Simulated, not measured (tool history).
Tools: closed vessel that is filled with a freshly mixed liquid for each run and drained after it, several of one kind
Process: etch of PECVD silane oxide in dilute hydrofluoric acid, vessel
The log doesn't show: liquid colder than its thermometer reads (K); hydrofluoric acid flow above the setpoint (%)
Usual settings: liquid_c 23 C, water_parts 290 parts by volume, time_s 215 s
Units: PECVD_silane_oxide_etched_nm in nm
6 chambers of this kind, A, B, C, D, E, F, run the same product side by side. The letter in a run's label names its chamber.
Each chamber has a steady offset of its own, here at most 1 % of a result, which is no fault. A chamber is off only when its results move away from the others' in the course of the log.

run,hour,liquid_c,water_parts,time_s,hours since the thermometer was replaced,hours since the hydrofluoric acid flow meter was replaced,"read-back film thickness of the PECVD silane oxide reference wafer, read on the same gauge (nm)",PECVD_silane_oxide_etched_nm
1E,9.7,23,290,215,536.8,452.6,39.991,23.981
2C,14.6,23,290,215,219.1,1539.7,39.991,23.996
3A,20.2,23,290,215,992.3,650.4,39.993,23.916
4B,27.7,23,290,215,2047.2,694,39.975,24.021
5F,33.8,18.5,360,215,609.2,232.1,39.985,15.374
6D,41.4,18.5,360,215,723.8,309,39.996,15.789
7B,48,18.5,360,215,2067.5,714.3,40.013,15.504
8C,58.1,18.5,360,215,262.6,1583.2,39.984,15.486
9E,64.2,18.5,360,215,591.3,507.1,39.984,15.308
10F,74.8,18.5,360,215,650.2,273.1,40.005,15.55
11A,85.2,23,290,215,1057.3,715.4,39.99,23.836
12D,91.9,23,290,215,774.3,359.5,40,24.131
13F,101.8,23,290,215,677.2,300.1,39.993,23.925
14E,110.3,23,290,215,637.4,553.2,39.979,23.875
15B,117.6,23,290,215,2137.1,783.9,40.003,24.28
# hour 118.9: chamber E: thermometer replaced
16A,124.9,23,290,215,1097,755.1,39.999,23.799
17C,133.8,23,290,215,338.3,1658.9,39.98,24.214
18D,144.5,25.5,290,215,826.9,412.1,40.005,26.776
19A,153.4,25.5,290,215,1125.5,783.6,39.991,25.676
20E,162.4,25.5,290,215,43.5,605.3,40.007,26.421
21D,172.5,25.5,290,215,854.9,440.1,40.001,26.413
22B,179,25.5,290,215,2198.5,845.3,40.007,27.047
23F,187.3,25.5,290,215,762.7,385.6,39.988,26.178
24C,193.3,23,290,215,397.8,1718.4,40,23.935
25A,199.6,23,290,215,1171.7,829.8,39.998,24.246
26C,206.4,23,290,215,410.9,1731.5,40.016,24.129
27D,213,23,290,215,895.4,480.6,39.997,24.48
28B,218,23,290,215,2237.5,884.3,39.99,25.404
29F,225.4,23,290,215,800.8,423.7,39.993,23.993
30E,235,23,290,215,116.1,677.9,40.018,24.3
31D,241.6,25.5,290,120,924,509.2,40.002,14.954
32E,250.3,25.5,290,120,131.4,693.2,39.985,14.585
33F,258.2,25.5,290,120,833.6,456.5,40.013,14.704
34B,267,25.5,290,120,2286.5,933.3,40.005,15.625
35A,275.9,25.5,290,120,1248,906.1,39.985,14.685
36C,284.9,25.5,290,120,489.4,1810,40.022,14.655
37B,291.9,23,290,215,2311.4,958.2,40.006,25.736

Is one chamber off against the others, does the gauge drift, or is nothing wrong? If a chamber is off, say which, and what the likeliest cause is.

Chamber B drifts away from the others.
Cause: hydrofluoric acid flow above the setpoint (%) = 6.22.
The log may not tell that from: liquid hotter than its thermometer reads (K).

Here are 4 candidates for chamber B's next run, each the usual settings with a change, their results left as question marks. Which one brings its results back in line with what the others give on the usual settings?
In line means no further than this from the other chambers' mean on the usual settings: PECVD_silane_oxide_etched_nm 0.75 nm
38B-1,299.5,23,290,210,,,,?
38B-2,299.5,23,290,230,,,,?
38B-3,299.5,23,285,215,,,,?
38B-4,299.5,23,290,200,,,,?

The other chambers' mean on the usual settings: PECVD_silane_oxide_etched_nm 24.057 nm
run,PECVD_silane_oxide_etched_nm
38B-1,25.336
38B-2,27.749
38B-3,26.513
38B-4,24.129
38B-4 brings the chamber back in line.

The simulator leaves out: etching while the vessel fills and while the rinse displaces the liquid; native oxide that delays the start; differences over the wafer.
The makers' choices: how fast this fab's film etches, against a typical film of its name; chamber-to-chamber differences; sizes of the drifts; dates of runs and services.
